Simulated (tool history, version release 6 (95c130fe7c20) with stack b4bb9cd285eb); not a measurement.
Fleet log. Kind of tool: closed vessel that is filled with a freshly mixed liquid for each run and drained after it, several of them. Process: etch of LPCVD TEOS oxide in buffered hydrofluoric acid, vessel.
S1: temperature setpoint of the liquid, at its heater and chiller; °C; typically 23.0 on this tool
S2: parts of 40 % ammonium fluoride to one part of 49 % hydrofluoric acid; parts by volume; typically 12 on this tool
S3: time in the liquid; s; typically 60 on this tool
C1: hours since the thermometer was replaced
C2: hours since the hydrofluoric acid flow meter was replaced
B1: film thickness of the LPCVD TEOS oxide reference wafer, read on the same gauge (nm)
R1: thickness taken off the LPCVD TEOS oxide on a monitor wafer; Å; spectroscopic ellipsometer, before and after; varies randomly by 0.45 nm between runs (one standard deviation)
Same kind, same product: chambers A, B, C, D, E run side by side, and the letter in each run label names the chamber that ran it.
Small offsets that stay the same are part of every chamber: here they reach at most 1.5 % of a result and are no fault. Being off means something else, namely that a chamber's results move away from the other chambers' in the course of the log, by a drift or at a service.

run   hour    S1  S2  S3      C1      C2      B1      R1
 1C    8.7  23.0  12  60   554.1   848.1  30.004  1202.3
 2E   19.2  23.0  12  60  1416.5   870.2  30.024  1214.4
 3B   25.0  23.0  12  60  1678.4   368.3  30.006  1209.0
 4A   33.3  23.0  12  60  1430.7    97.3  29.990  1216.6
 5D   41.4  23.0  12  60  2139.9   327.8  29.992  1217.6
 6A   51.4  18.5   9  60  1448.8   115.4  29.989  1200.2
 7D   56.9  18.5   9  60  2155.4   343.3  29.980  1209.0
 8E   67.3  18.5   9  60  1464.6   918.3  29.991  1218.2
 9B   76.0  18.5   9  60  1729.4   419.3  30.013  1205.9
10C   84.1  18.5   9  60   629.5   923.5  29.979  1203.1
11E   93.3  23.0   8  60  1490.6   944.3  29.992  1761.0
12C  101.9  23.0   8  60   647.3   941.3  29.986  1752.2
     111.8  -- chamber C: thermometer replaced
13B  112.3  23.0   8  60  1765.7   455.6  30.004  1762.5
14D  117.9  23.0   8  60  2216.4   404.3  29.987  1789.8
15A  130.1  23.0   8  60  1527.5   194.1  30.004  1747.8
16C  141.6  23.0  12  60    29.9   981.0  30.002  1202.5
17D  151.0  23.0  12  60  2249.5   437.4  30.018  1219.7
18E  163.4  20.5  12  75  1560.7  1014.4  30.036  1321.2
19A  170.6  20.5  12  75  1568.0   234.6  30.030  1324.6
20B  182.3  20.5  12  75  1835.7   525.6  29.967  1322.6
21B  190.4  20.5  12  75  1843.8   533.7  30.004  1318.5
22A  202.1  20.5  12  75  1599.5   266.1  29.996  1329.3
23E  208.5  23.0  12  60  1605.8  1059.5  29.991  1209.1
24C  215.1  23.0  12  60   103.4  1054.5  29.975  1205.1
25D  224.7  23.0  12  60  2323.2   511.1  30.004  1216.0
26E  235.0  23.0  12  60  1632.3  1086.0  30.000  1208.1
27B  242.5  23.0  12  75  1895.9   585.8  29.970  1513.0
28D  254.6  23.0  12  75  2353.1   541.0  29.977  1514.1
29A  263.0  23.0  12  75  1660.4   327.0  30.011  1511.8
30C  274.4  23.0  12  75   162.7  1113.8  30.010  1494.8
31A  281.8  23.0  12  75  1679.2   345.8  30.004  1520.0

All chambers now run identical settings, listed one chamber a line with results as question marks. What results will each chamber show?
32A  290.9  23.0  12  60               ?
32B  290.9  23.0  12  60               ?
32C  290.9  23.0  12  60               ?
32D  290.9  23.0  12  60               ?
32E  290.9  23.0  12  60               ?

run      R1
32A  1208.8
32B  1217.4
32C  1201.0
32D  1217.5
32E  1210.8
